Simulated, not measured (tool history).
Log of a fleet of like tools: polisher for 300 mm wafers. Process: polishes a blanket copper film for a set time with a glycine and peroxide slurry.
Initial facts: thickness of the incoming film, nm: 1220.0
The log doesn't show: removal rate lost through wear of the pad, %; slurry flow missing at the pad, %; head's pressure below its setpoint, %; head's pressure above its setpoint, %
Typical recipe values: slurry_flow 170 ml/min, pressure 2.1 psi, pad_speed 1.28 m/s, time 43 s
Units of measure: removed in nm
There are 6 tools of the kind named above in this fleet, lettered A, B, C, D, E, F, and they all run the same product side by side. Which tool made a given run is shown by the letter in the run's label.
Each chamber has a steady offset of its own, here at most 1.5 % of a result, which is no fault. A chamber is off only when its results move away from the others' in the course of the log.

run   hour  slurry_flow  pressure  pad_speed  time  wafers polished on this pad  hours since the slurry nozzle was cleaned  hours since the head pressure was calibrated  removed
       4.5  -- chamber F: worn pad replaced by a new one
 1D   10.1          170       2.1       1.28    43                          369                                       78.7                                         737.0   205.82
 2E   17.9          170       2.1       1.28    43                          306                                      555.2                                         186.8   206.51
 3B   28.3          170       2.1       1.28    43                          478                                      377.4                                         675.4   204.75
 4A   40.2          170       2.1       1.28    43                          884                                      130.8                                         368.7   205.18
 5C   46.0          170       2.1       1.28    43                         1123                                      336.9                                         495.2   205.02
      46.9  -- chamber C: worn pad replaced by a new one
      56.2  -- chamber A: worn pad replaced by a new one
 6F   56.9          170       2.1       1.28    43                          696                                      478.7                                         393.0   206.70
      62.3  -- chamber E: worn pad replaced by a new one
      64.7  -- chamber D: worn pad replaced by a new one
      66.4  -- chamber B: head pressure recalibrated
      67.7  -- chamber B: worn pad replaced by a new one
 7F   68.7          170       2.1       1.28    43                          852                                      490.5                                         404.8   212.26
 8E   80.0          170       2.1       1.28    30                          235                                      617.3                                         248.9   145.08
      82.9  -- chamber F: worn pad replaced by a new one
 9C   88.3          170       2.1       1.28    30                          550                                      379.2                                         537.5   146.25
10A   94.7          170       2.1       1.28    30                          511                                      185.3                                         423.2   144.86
11D  106.3          170       2.1       1.28    30                          552                                      174.9                                         833.2   144.32
     106.9  -- chamber C: head pressure recalibrated
12B  115.2          170       2.1       1.28    30                          630                                      464.3                                          48.8   144.20
13A  120.9          170       2.1       1.28    30                          858                                      211.5                                         449.4   145.23
     128.7  -- chamber E: worn pad replaced by a new one
14B  132.5          170       2.1       1.28    43                          860                                      481.6                                          66.1   206.93
     134.1  -- chamber C: worn pad replaced by a new one
     141.1  -- chamber A: worn pad replaced by a new one
15E  142.0          170       2.1       1.28    43                          176                                      679.3                                         310.9   207.76
     142.6  -- chamber D: worn pad replaced by a new one
     144.8  -- chamber B: worn pad replaced by a new one
     147.4  -- chamber F: slurry nozzle cleaned
16C  149.2          170       2.1       1.28    43                          201                                      440.1                                          42.3   208.35
17F  157.3          170       2.1       1.28    43                          987                                        9.9                                         493.4   206.75
     160.2  -- chamber F: worn pad replaced by a new one
18D  167.6          170       2.1       1.28    43                          333                                      236.2                                         894.5   205.29
19E  174.4          170       2.1       1.28    43                          606                                      711.7                                         343.3   205.57
20A  184.1          170       2.1       1.28    43                          571                                      274.7                                         512.6   208.23
21F  193.1          170       2.1       1.28    43                          437                                       45.7                                         529.2   207.91
     193.5  -- chamber A: head pressure recalibrated
     204.3  -- chamber E: worn pad replaced by a new one
22B  205.2          170       2.1       1.28    43                          802                                      554.3                                         138.8   206.34
23D  213.6          170       2.1       1.14    43                          943                                      282.2                                         940.5   185.50
     215.5  -- chamber C: worn pad replaced by a new one
24C  221.9          170       2.1       1.14    43                           85                                      512.8                                         115.0   189.37
     222.0  -- chamber D: worn pad replaced by a new one
     223.8  -- chamber A: worn pad replaced by a new one
25F  231.5          170       2.1       1.14    43                          947                                       84.1                                         567.6   190.30
     231.9  -- chamber B: worn pad replaced by a new one
26D  240.1          170       2.1       1.14    43                          240                                      308.7                                         967.0   185.63
     241.2  -- chamber A: slurry nozzle cleaned
     242.1  -- chamber F: worn pad replaced by a new one
27A  249.5          170       2.1       1.14    43                          341                                        8.4                                          56.1   177.62
     252.2  -- chamber E: slurry nozzle cleaned
28E  260.8          170       2.1       1.14    43                          750                                        8.7                                         429.7   188.05
29C  268.0          170       2.1       1.28    43                          697                                      558.9                                         161.1   208.96
     273.7  -- chamber E: worn pad replaced by a new one
30B  280.2          170       2.1       1.28    43                          641                                      629.3                                         213.8   203.67
31E  291.0          170       2.1       1.28    43                          230                                       38.9                                         459.9   207.48
     294.1  -- chamber D: worn pad replaced by a new one
32B  299.6          170       2.1       1.28    43                          899                                      648.7                                         233.2   201.50
     299.7  -- chamber C: worn pad replaced by a new one
     307.7  -- chamber A: worn pad replaced by a new one
     307.9  -- chamber F: worn pad replaced by a new one
33C  311.2          170       1.9       1.28    43                          153                                      602.1                                         204.3   192.13
     312.1  -- chamber B: worn pad replaced by a new one
34A  319.2          170       1.9       1.28    43                          153                                       78.1                                         125.8   178.90
     327.2  -- chamber F: head pressure recalibrated
35F  330.7          170       1.9       1.28    43                          303                                      183.3                                           3.5   193.30
36D  340.9          170       1.9       1.28    43                          622                                      409.5                                        1067.8   191.20
37F  347.3          170       1.9       1.28    43                          524                                      199.9                                          20.1   190.29
     352.7  -- chamber E: worn pad replaced by a new one
38A  357.7          170       1.9       1.28    43                          664                                      116.6                                         164.3   179.78
     359.4  -- chamber D: worn pad replaced by a new one
39E  365.8          170       2.1       1.28    43                          174                                      113.7                                         534.7   208.82
     371.7  -- chamber B: slurry nozzle cleaned
40D  373.5          120       2.1       1.28    47                          187                                      442.1                                        1100.4   212.20
     378.4  -- chamber B: worn pad replaced by a new one
41B  383.9          120       2.1       1.28    47                           73                                       12.2                                         317.5   208.68

The same settings go to every chamber for the next run, one line per chamber below. Forecast the results for each:
42A  392.7          170       2.1       1.28    55                                                                                                                              ?
42B  392.7          170       2.1       1.28    55                                                                                                                              ?
42C  392.7          170       2.1       1.28    55                                                                                                                              ?
42D  392.7          170       2.1       1.28    55                                                                                                                              ?
42E  392.7          170       2.1       1.28    55                                                                                                                              ?
42F  392.7          170       2.1       1.28    55                                                                                                                              ?

run  removed
42A   247.53
42B   262.17
42C   267.95
42D   264.94
42E   266.79
42F   262.55
